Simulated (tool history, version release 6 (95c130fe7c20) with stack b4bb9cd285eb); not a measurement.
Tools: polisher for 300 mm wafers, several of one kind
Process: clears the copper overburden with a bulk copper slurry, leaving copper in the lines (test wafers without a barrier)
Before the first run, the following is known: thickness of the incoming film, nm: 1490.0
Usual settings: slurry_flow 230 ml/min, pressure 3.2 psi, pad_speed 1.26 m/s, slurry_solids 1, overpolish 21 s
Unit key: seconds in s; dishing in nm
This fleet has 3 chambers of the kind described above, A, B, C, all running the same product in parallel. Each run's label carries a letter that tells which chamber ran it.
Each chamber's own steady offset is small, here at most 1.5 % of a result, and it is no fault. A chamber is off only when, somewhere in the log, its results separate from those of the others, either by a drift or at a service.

run	hour	slurry_flow	pressure	pad_speed	slurry_solids	overpolish	wafers polished on this pad	hours since the slurry nozzle was cleaned	hours since the head pressure was calibrated	hours since the slurry blender was calibrated	seconds	dishing
1C	6.1	230	3.2	1.26	1	21	517	781	157.1	205.1	108.6	118.98
2B	16.9	230	3.2	1.26	1	21	393	82.4	491.3	100.7	108.14	120.39
# hour 21.6: chamber C: slurry nozzle cleaned
3A	26.3	230	3.2	1.26	1	21	913	269.8	189.6	150.2	107.71	120.55
4A	33.7	230	3.2	1.26	1	21	949	277.2	197	157.6	107.69	118.97
# hour 40.1: chamber B: head pressure recalibrated
5B	46.3	230	3.2	1.26	1	21	537	111.8	6.2	130.1	109.92	117.75
6C	58.8	230	3.2	1.26	1	21	775	37.2	209.8	257.8	109.29	120.08
# hour 61.5: chamber A: worn pad replaced by a new one
7C	68.3	230	3.2	1.58	1	29	821	46.7	219.3	267.3	87.227	143.12
# hour 70.9: chamber B: worn pad replaced by a new one
8A	77.3	230	3.2	1.58	1	29	77	320.8	240.6	201.2	87.804	142.25
9B	88.9	230	3.2	1.58	1	29	88	154.4	48.8	172.7	85.466	144.3
10A	95.9	230	3.2	1.26	1	21	168	339.4	259.2	219.8	106.92	119.61
11C	102.5	230	3.2	1.26	1	21	989	80.9	253.5	301.5	107.66	118.9
12B	114	230	3.2	1.26	1	21	210	179.5	73.9	197.8	109.59	120.84
13A	119.6	230	3.2	1.26	1	21	284	363.1	282.9	243.5	108.56	120.09
# hour 127.1: chamber B: slurry blender recalibrated
14C	128.9	260	3.2	1.26	1.25	21	1118	107.3	279.9	327.9	102.54	121.66
# hour 132.9: chamber C: worn pad replaced by a new one
15B	140.2	260	3.2	1.26	1.25	21	339	205.7	100.1	13.2	101.44	124.52
16A	151.8	260	3.2	1.26	1.25	21	441	395.3	315.1	275.7	102.17	122.39
17C	157.3	230	3.2	1.26	1	21	119	135.7	308.3	356.3	108.92	118.46
18B	168.4	230	3.2	1.26	1	21	476	233.9	128.3	41.4	105.62	119.53
# hour 173.9: chamber B: worn pad replaced by a new one
19A	180.1	160	3.2	1.26	1	21	579	423.6	343.4	304	115.73	118.1
# hour 189: chamber A: slurry blender recalibrated
20C	191.7	160	3.2	1.26	1	21	287	170.1	342.7	390.7	116.19	113.48
21B	199.4	160	3.2	1.26	1	21	125	264.9	159.3	72.4	113.74	116.81
22B	210.3	230	3.2	1.26	1	21	178	275.8	170.2	83.3	108.66	120.19
23C	219.6	230	2.2	1.26	1	21	424	198	370.6	418.6	158.31	93.327
24A	230.4	230	2.2	1.26	1	21	825	473.9	393.7	41.4	162.19	91.525
25C	237.7	230	2.2	1.26	1	21	512	216.1	388.7	436.7	158.53	91.269
# hour 238.5: chamber C: slurry blender recalibrated
26A	249.3	295	3.2	1.26	1	21	918	492.8	412.6	60.3	105.53	119.5
27B	260.8	295	3.2	1.26	1	21	425	326.3	220.7	133.8	104.97	123.17
28C	272.4	295	3.2	1.26	1	21	682	250.8	423.4	34	105.94	120.61
29A	279.1	230	3.2	1.26	1	21	1063	522.6	442.4	90.1	107.96	119.96

Is one chamber off against the others, does the gauge drift, or is nothing wrong? If a chamber is off, say which, and what the likeliest cause is.

All chambers stay in line apart from their small fixed offsets, and the gauge does not drift.
